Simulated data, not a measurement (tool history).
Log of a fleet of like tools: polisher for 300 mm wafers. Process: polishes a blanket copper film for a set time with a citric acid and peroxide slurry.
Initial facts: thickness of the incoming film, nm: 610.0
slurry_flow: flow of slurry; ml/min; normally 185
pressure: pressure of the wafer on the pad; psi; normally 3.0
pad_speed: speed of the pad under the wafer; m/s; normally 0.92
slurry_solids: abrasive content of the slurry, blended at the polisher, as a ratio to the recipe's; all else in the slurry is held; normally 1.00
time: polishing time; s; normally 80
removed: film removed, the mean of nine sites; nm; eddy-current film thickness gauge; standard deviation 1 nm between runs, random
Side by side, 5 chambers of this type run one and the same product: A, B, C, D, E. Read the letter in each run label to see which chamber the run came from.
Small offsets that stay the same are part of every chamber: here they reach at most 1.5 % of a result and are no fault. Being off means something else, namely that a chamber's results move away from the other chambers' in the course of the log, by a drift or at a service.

| run | hour | slurry_flow | pressure | pad_speed | slurry_solids | time | wafers polished on this pad | hours since the slurry nozzle was cleaned | hours since the head pressure was calibrated | hours since the slurry blender was calibrated | removed |
|---|---|---|---|---|---|---|---|---|---|---|---|
| 1C | 3.4 | 185 | 3.0 | 0.92 | 1.00 | 80 | 429 | 691.0 | 686.5 | 64.7 | 162.38 |
| 2D | 10.3 | 185 | 3.0 | 0.92 | 1.00 | 80 | 200 | 32.5 | 201.6 | 68.2 | 165.97 |
| 3B | 16.9 | 185 | 3.0 | 0.92 | 1.00 | 80 | 847 | 203.7 | 185.0 | 69.4 | 163.07 |
| 4A | 20.6 | 185 | 3.0 | 0.92 | 1.00 | 80 | 363 | 186.0 | 1047.1 | 169.1 | 165.56 |
|  | 22.0 | chamber B: worn pad replaced by a new one |
| 5E | 26.0 | 185 | 3.0 | 0.92 | 1.00 | 80 | 396 | 157.9 | 162.6 | 221.3 | 167.45 |
| 6D | 31.7 | 185 | 3.0 | 0.92 | 1.00 | 80 | 432 | 53.9 | 223.0 | 89.6 | 164.54 |
|  | 33.5 | chamber E: slurry blender recalibrated |
| 7B | 36.4 | 185 | 3.0 | 0.92 | 1.00 | 80 | 156 | 223.2 | 204.5 | 88.9 | 164.14 |
| 8A | 42.1 | 185 | 3.0 | 0.92 | 1.00 | 80 | 596 | 207.5 | 1068.6 | 190.6 | 163.79 |
| 9E | 45.6 | 185 | 3.0 | 0.92 | 1.00 | 80 | 609 | 177.5 | 182.2 | 12.1 | 165.05 |
| 10C | 48.9 | 185 | 3.0 | 0.92 | 1.00 | 80 | 923 | 736.5 | 732.0 | 110.2 | 164.19 |
|  | 52.8 | chamber A: head pressure recalibrated |
| 11A | 52.8 | 185 | 3.0 | 0.92 | 1.00 | 80 | 712 | 218.2 | 0.0 | 201.3 | 173.12 |
|  | 55.1 | chamber C: slurry nozzle cleaned |
|  | 56.0 | chamber A: worn pad replaced by a new one |
| 12C | 57.7 | 185 | 3.0 | 0.92 | 1.00 | 80 | 1019 | 2.6 | 740.8 | 119.0 | 165.73 |
| 13B | 64.1 | 185 | 2.6 | 1.06 | 1.00 | 80 | 457 | 250.9 | 232.2 | 116.6 | 164.57 |
|  | 64.6 | chamber A: slurry nozzle cleaned |
|  | 65.3 | chamber D: slurry blender recalibrated |
| 14E | 67.1 | 185 | 2.6 | 1.06 | 1.00 | 80 | 842 | 199.0 | 203.7 | 33.6 | 164.33 |
|  | 71.8 | chamber C: slurry blender recalibrated |
| 15D | 73.0 | 185 | 2.6 | 1.06 | 1.00 | 80 | 881 | 95.2 | 264.3 | 7.7 | 164.34 |
|  | 76.6 | chamber E: slurry nozzle cleaned |
| 16D | 78.7 | 185 | 2.6 | 1.06 | 1.00 | 80 | 943 | 100.9 | 270.0 | 13.4 | 165.94 |
|  | 79.6 | chamber C: worn pad replaced by a new one |
| 17B | 85.1 | 185 | 2.6 | 1.06 | 1.00 | 80 | 685 | 271.9 | 253.2 | 137.6 | 164.36 |
| 18C | 88.6 | 185 | 3.0 | 0.92 | 1.00 | 80 | 98 | 33.5 | 771.7 | 16.9 | 164.41 |
| 19E | 91.8 | 185 | 3.0 | 0.92 | 1.00 | 80 | 1110 | 15.3 | 228.4 | 58.3 | 167.14 |
| 20A | 95.0 | 185 | 3.0 | 0.92 | 1.00 | 80 | 423 | 30.4 | 42.2 | 243.5 | 174.78 |
|  | 95.4 | chamber E: worn pad replaced by a new one |
| 21D | 101.5 | 185 | 3.0 | 0.92 | 1.00 | 80 | 1190 | 123.7 | 292.8 | 36.2 | 165.83 |
| 22C | 104.7 | 185 | 3.0 | 0.92 | 1.00 | 66 | 272 | 49.6 | 787.8 | 33.0 | 136.69 |
| 23E | 109.6 | 185 | 3.0 | 0.92 | 1.00 | 66 | 155 | 33.1 | 246.2 | 76.1 | 137.62 |
|  | 113.5 | chamber B: slurry blender recalibrated |
| 24A | 114.0 | 185 | 3.0 | 0.92 | 1.00 | 66 | 629 | 49.4 | 61.2 | 262.5 | 143.61 |
|  | 115.2 | chamber D: worn pad replaced by a new one |
|  | 115.8 | chamber A: worn pad replaced by a new one |
| 25B | 117.5 | 185 | 3.0 | 0.92 | 1.00 | 66 | 1037 | 304.3 | 285.6 | 4.1 | 135.88 |
| 26B | 122.1 | 185 | 3.0 | 0.92 | 1.00 | 66 | 1086 | 308.9 | 290.2 | 8.7 | 135.60 |
|  | 126.8 | chamber B: worn pad replaced by a new one |
| 27C | 127.6 | 185 | 3.0 | 0.92 | 1.00 | 80 | 521 | 72.5 | 810.7 | 55.9 | 164.22 |
| 28E | 134.4 | 185 | 3.0 | 0.92 | 1.00 | 80 | 424 | 57.9 | 271.0 | 100.9 | 164.93 |
| 29D | 137.6 | 185 | 3.0 | 0.92 | 1.00 | 80 | 243 | 159.8 | 328.9 | 72.3 | 165.89 |
| 30A | 141.2 | 185 | 3.0 | 0.92 | 1.00 | 80 | 276 | 76.6 | 88.4 | 289.7 | 175.50 |
| 31D | 145.5 | 185 | 3.0 | 0.92 | 1.00 | 80 | 328 | 167.7 | 336.8 | 80.2 | 165.81 |
| 32C | 152.3 | 185 | 3.0 | 0.92 | 1.00 | 80 | 789 | 97.2 | 835.4 | 80.6 | 162.57 |
| 33B | 157.6 | 185 | 2.3 | 0.92 | 1.25 | 80 | 334 | 344.4 | 325.7 | 44.2 | 133.04 |

Which is it: a chamber that has drifted or been left off by a service, a gauge drift common to all chambers, or only each chamber's usual small offset? If a chamber is off, name it and its likeliest cause.

A service on chamber A put it out of line with the rest.
Cause: head's pressure above its setpoint, % = 6.75.

Which of the 4 candidates below, each the usual settings with something changed and its results left as question marks, puts chamber A back in line with what the other chambers give on the usual settings?
In line here means within this much of the mean the other chambers give on the usual settings: removed 3.70 nm
| 34A-1 | 162.5 | 185 | 3.0 | 0.90 | 1.00 | 77 |  |  |  |  | ? |
| 34A-2 | 162.5 | 185 | 3.0 | 0.92 | 1.00 | 81 |  |  |  |  | ? |
| 34A-3 | 162.5 | 185 | 3.0 | 0.92 | 1.00 | 79 |  |  |  |  | ? |
| 34A-4 | 162.5 | 185 | 3.0 | 0.98 | 1.00 | 80 |  |  |  |  | ? |

The mean the other chambers reach with the usual settings: removed 165.14 nm
| run | removed |
|---|---|
| 34A-1 | 164.98 |
| 34A-2 | 177.25 |
| 34A-3 | 172.88 |
| 34A-4 | 186.04 |
It is 34A-1 that realigns the chamber with its peers.

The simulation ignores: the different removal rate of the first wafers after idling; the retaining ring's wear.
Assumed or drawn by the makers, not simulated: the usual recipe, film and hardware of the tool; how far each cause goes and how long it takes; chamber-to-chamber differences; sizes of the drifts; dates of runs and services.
